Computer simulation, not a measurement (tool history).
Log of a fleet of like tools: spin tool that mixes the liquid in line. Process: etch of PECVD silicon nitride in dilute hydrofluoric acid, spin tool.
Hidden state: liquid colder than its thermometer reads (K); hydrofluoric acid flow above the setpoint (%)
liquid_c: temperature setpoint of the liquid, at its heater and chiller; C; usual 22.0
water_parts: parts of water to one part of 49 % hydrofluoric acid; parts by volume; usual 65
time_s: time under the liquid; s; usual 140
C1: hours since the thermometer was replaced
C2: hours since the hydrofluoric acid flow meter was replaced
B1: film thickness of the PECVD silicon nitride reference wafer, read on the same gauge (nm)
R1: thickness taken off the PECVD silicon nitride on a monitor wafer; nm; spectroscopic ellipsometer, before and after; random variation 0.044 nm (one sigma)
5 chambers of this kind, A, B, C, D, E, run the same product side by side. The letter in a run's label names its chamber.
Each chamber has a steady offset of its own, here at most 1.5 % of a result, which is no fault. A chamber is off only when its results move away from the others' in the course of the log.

Run 1C, hour 12.3: usual settings; C1 1272.1; C2 1322.2; B1 79.998. Result: R1 6.5599 nm.
Run 2E, hour 25.8: usual settings; C1 1088.6; C2 1206.2; B1 79.966. Result: R1 6.7006 nm.
Run 3A, hour 34.1: usual settings; C1 81.5; C2 1350.2; B1 80.008. Result: R1 6.6546 nm.
Run 4B, hour 41.5: usual settings; C1 535.2; C2 155.2; B1 79.977. Result: R1 6.4551 nm.
Run 5D, hour 48.7: usual settings; C1 1408.3; C2 194.1; B1 80.002. Result: R1 6.5186 nm.
Run 6B, hour 59.7: usual settings; C1 553.4; C2 173.4; B1 79.958. Result: R1 6.5029 nm.
Run 7E, hour 67.6: usual settings; C1 1130.4; C2 1248.0; B1 79.973. Result: R1 6.6836 nm.
Run 8D, hour 81.3: usual settings; C1 1440.9; C2 226.7; B1 79.987. Result: R1 6.5936 nm.
Run 9C, hour 90.6: usual settings; C1 1350.4; C2 1400.5; B1 80.013. Result: R1 6.5979 nm.
Run 10A, hour 102.1: usual settings; C1 149.5; C2 1418.2; B1 80.009. Result: R1 6.6607 nm.
Run 11C, hour 108.2: usual settings but time_s 205 s; C1 1368.0; C2 1418.1; B1 79.982. Result: R1 9.5249 nm.
Run 12E, hour 118.1: usual settings but time_s 205 s; C1 1180.9; C2 1298.5; B1 80.014. Result: R1 9.6261 nm.
Run 13D, hour 127.6: usual settings but time_s 205 s; C1 1487.2; C2 273.0; B1 80.008. Result: R1 9.5373 nm.
Run 14B, hour 138.8: usual settings but time_s 205 s; C1 632.5; C2 252.5; B1 79.993. Result: R1 9.4050 nm.
Run 15A, hour 145.8: usual settings but time_s 205 s; C1 193.2; C2 1461.9; B1 79.981. Result: R1 9.6434 nm.
Run 16E, hour 159.3: usual settings; C1 1222.1; C2 1339.7; B1 79.980. Result: R1 6.4503 nm.
Run 17C, hour 171.5: usual settings; C1 1431.3; C2 1481.4; B1 79.989. Result: R1 6.5308 nm.
At hour 179.7: chamber B: thermometer replaced.
Run 18D, hour 180.7: usual settings but water_parts 80 parts by volume; C1 1540.3; C2 326.1; B1 79.970. Result: R1 5.3800 nm.
Run 19A, hour 187.6: usual settings but water_parts 80 parts by volume; C1 235.0; C2 1503.7; B1 79.964. Result: R1 5.4266 nm.
Run 20B, hour 196.7: usual settings but water_parts 80 parts by volume; C1 17.0; C2 310.4; B1 80.000. Result: R1 5.3855 nm.
Run 21E, hour 209.5: usual settings but water_parts 80 parts by volume; C1 1272.3; C2 1389.9; B1 79.974. Result: R1 5.1926 nm.
Run 22C, hour 220.2: usual settings but water_parts 80 parts by volume; C1 1480.0; C2 1530.1; B1 80.019. Result: R1 5.3392 nm.
Run 23B, hour 229.7: usual settings; C1 50.0; C2 343.4; B1 79.961. Result: R1 6.5080 nm.
Run 24A, hour 236.4: usual settings; C1 283.8; C2 1552.5; B1 79.970. Result: R1 6.5891 nm.
Run 25D, hour 249.5: usual settings; C1 1609.1; C2 394.9; B1 80.041. Result: R1 6.5846 nm.
Run 26D, hour 259.0: usual settings; C1 1618.6; C2 404.4; B1 79.982. Result: R1 6.6940 nm.
Run 27A, hour 269.5: usual settings; C1 316.9; C2 1585.6; B1 79.993. Result: R1 6.6356 nm.
Run 28E, hour 279.4: usual settings but water_parts 90 parts by volume, time_s 220 s; C1 1342.2; C2 1459.8; B1 79.987. Result: R1 6.9984 nm.
Run 29B, hour 287.1: usual settings but water_parts 90 parts by volume, time_s 220 s; C1 107.4; C2 400.8; B1 79.940. Result: R1 7.5046 nm.
Run 30C, hour 294.5: usual settings but water_parts 90 parts by volume, time_s 220 s; C1 1554.3; C2 1604.4; B1 79.984. Result: R1 7.4994 nm.
Run 31C, hour 305.8: usual settings but water_parts 90 parts by volume, time_s 220 s; C1 1565.6; C2 1615.7; B1 79.988. Result: R1 7.4916 nm.

All 5 chambers run these settings next. Forecast each chamber's results:
Run 32A, hour 315.7: usual settings but liquid_c 26.5 C. Result: R1 ?.
Run 32B, hour 315.7: usual settings but liquid_c 26.5 C. Result: R1 ?.
Run 32C, hour 315.7: usual settings but liquid_c 26.5 C. Result: R1 ?.
Run 32D, hour 315.7: usual settings but liquid_c 26.5 C. Result: R1 ?.
Run 32E, hour 315.7: usual settings but liquid_c 26.5 C. Result: R1 ?.

run      R1
32A  8.9315
32B  8.8038
32C  8.8243
32D  8.9597
32E  8.3365

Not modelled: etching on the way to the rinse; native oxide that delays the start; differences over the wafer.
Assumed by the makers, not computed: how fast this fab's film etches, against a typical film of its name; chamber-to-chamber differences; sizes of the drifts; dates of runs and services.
